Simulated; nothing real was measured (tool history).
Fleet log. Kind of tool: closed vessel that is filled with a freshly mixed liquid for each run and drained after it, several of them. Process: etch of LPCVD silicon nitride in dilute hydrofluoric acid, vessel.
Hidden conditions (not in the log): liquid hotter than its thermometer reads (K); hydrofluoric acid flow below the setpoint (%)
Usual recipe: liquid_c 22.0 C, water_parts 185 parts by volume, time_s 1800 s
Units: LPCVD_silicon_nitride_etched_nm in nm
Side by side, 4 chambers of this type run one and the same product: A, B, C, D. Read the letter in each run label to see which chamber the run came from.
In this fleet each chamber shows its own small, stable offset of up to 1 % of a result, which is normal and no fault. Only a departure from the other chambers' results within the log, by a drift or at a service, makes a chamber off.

run   hour  liquid_c  water_parts  time_s  hours since the thermometer was replaced  hours since the hydrofluoric acid flow meter was replaced  read-back film thickness of the LPCVD silicon nitride reference wafer, read on the same gauge (nm)  LPCVD_silicon_nitride_etched_nm
 1B   10.6      22.0          185    1800                                     746.2                                                      353.1                                                                                              39.988                           4.7629
 2C   16.6      22.0          185    1800                                    2023.4                                                     1409.1                                                                                              39.992                           4.6081
 3D   24.1      22.0          185    1800                                    1488.9                                                     1450.0                                                                                              40.028                           4.7566
 4A   35.5      22.0          185    1800                                    1743.0                                                      375.9                                                                                              40.007                           4.6456
 5D   43.4      22.0          185    1800                                    1508.2                                                     1469.3                                                                                              40.009                           4.7452
 6B   52.7      20.5          260    1800                                     788.3                                                      395.2                                                                                              39.988                           3.0451
 7A   60.4      20.5          260    1800                                    1767.9                                                      400.8                                                                                              40.023                           2.9988
      61.4  -- chamber D: hydrofluoric acid flow meter replaced
      70.9  -- chamber C: hydrofluoric acid flow meter replaced
 8C   72.7      20.5          260    1800                                    2079.5                                                        1.9                                                                                              39.983                           3.1167
 9C   83.5      20.5          260    1800                                    2090.3                                                       12.7                                                                                              40.003                           3.0544
10D   91.9      22.0          185    1800                                    1556.7                                                       30.6                                                                                              39.989                           4.6774
11A  103.2      22.0          185    1800                                    1810.7                                                      443.6                                                                                              39.987                           4.7025
12B  109.8      22.0          185    1800                                     845.4                                                      452.3                                                                                              39.987                           4.5583
     114.1  -- chamber A: hydrofluoric acid flow meter replaced
13A  117.8      22.0          185    1800                                    1825.3                                                        3.7                                                                                              39.995                           4.7066
14B  127.4      22.0          185    1800                                     863.0                                                      469.9                                                                                              40.013                           4.5572
15C  133.8      22.0          185    1800                                    2140.6                                                       63.0                                                                                              39.993                           4.6764
16D  141.0      22.0          185    1800                                    1605.8                                                       79.7                                                                                              39.962                           4.7157
17B  148.4      22.0          185    1800                                     884.0                                                      490.9                                                                                              40.014                           4.5110
18A  155.7      22.0          185    1800                                    1863.2                                                       41.6                                                                                              39.989                           4.7026
19C  168.4      22.0          185    1800                                    2175.2                                                       97.6                                                                                              39.995                           4.7708
20D  177.8      22.0          185    1800                                    1642.6                                                      116.5                                                                                              40.016                           4.7072
21A  184.8      22.0          185    1800                                    1892.3                                                       70.7                                                                                              39.971                           4.6941
22B  192.4      22.0          185    1800                                     928.0                                                      534.9                                                                                              40.005                           4.4034
23D  204.0      22.0          185    1800                                    1668.8                                                      142.7                                                                                              40.025                           4.6911
24C  216.4      22.0          185    1800                                    2223.2                                                      145.6                                                                                              39.967                           4.6558
25C  223.8      22.0          185     875                                    2230.6                                                      153.0                                                                                              39.970                           2.2633
26A  235.5      22.0          185     875                                    1943.0                                                      121.4                                                                                              39.963                           2.2566
27D  242.9      22.0          185     875                                    1707.7                                                      181.6                                                                                              40.052                           2.2844
28B  252.1      22.0          185     875                                     987.7                                                      594.6                                                                                              39.974                           2.0732
29B  260.5      22.0          140    1115                                     996.1                                                      603.0                                                                                              39.981                           3.5001
30A  267.9      22.0          140    1115                                    1975.4                                                      153.8                                                                                              39.980                           3.7992
31C  275.5      22.0          140    1115                                    2282.3                                                      204.7                                                                                              40.000                           3.7906
32D  288.7      22.0          140    1115                                    1753.5                                                      227.4                                                                                              39.975                           3.7826
33B  300.4      22.0          185    1800                                    1036.0                                                      642.9                                                                                              40.004                           4.2347

Each of the 4 chambers runs these same settings next. Fill in every chamber's results:
34A  310.3      22.0          185    2420                                                                                                                                                                                                                                         ?
34B  310.3      22.0          185    2420                                                                                                                                                                                                                                         ?
34C  310.3      22.0          185    2420                                                                                                                                                                                                                                         ?
34D  310.3      22.0          185    2420                                                                                                                                                                                                                                         ?

run  LPCVD_silicon_nitride_etched_nm
34A                           6.2594
34B                           5.6590
34C                           6.2696
34D                           6.3312
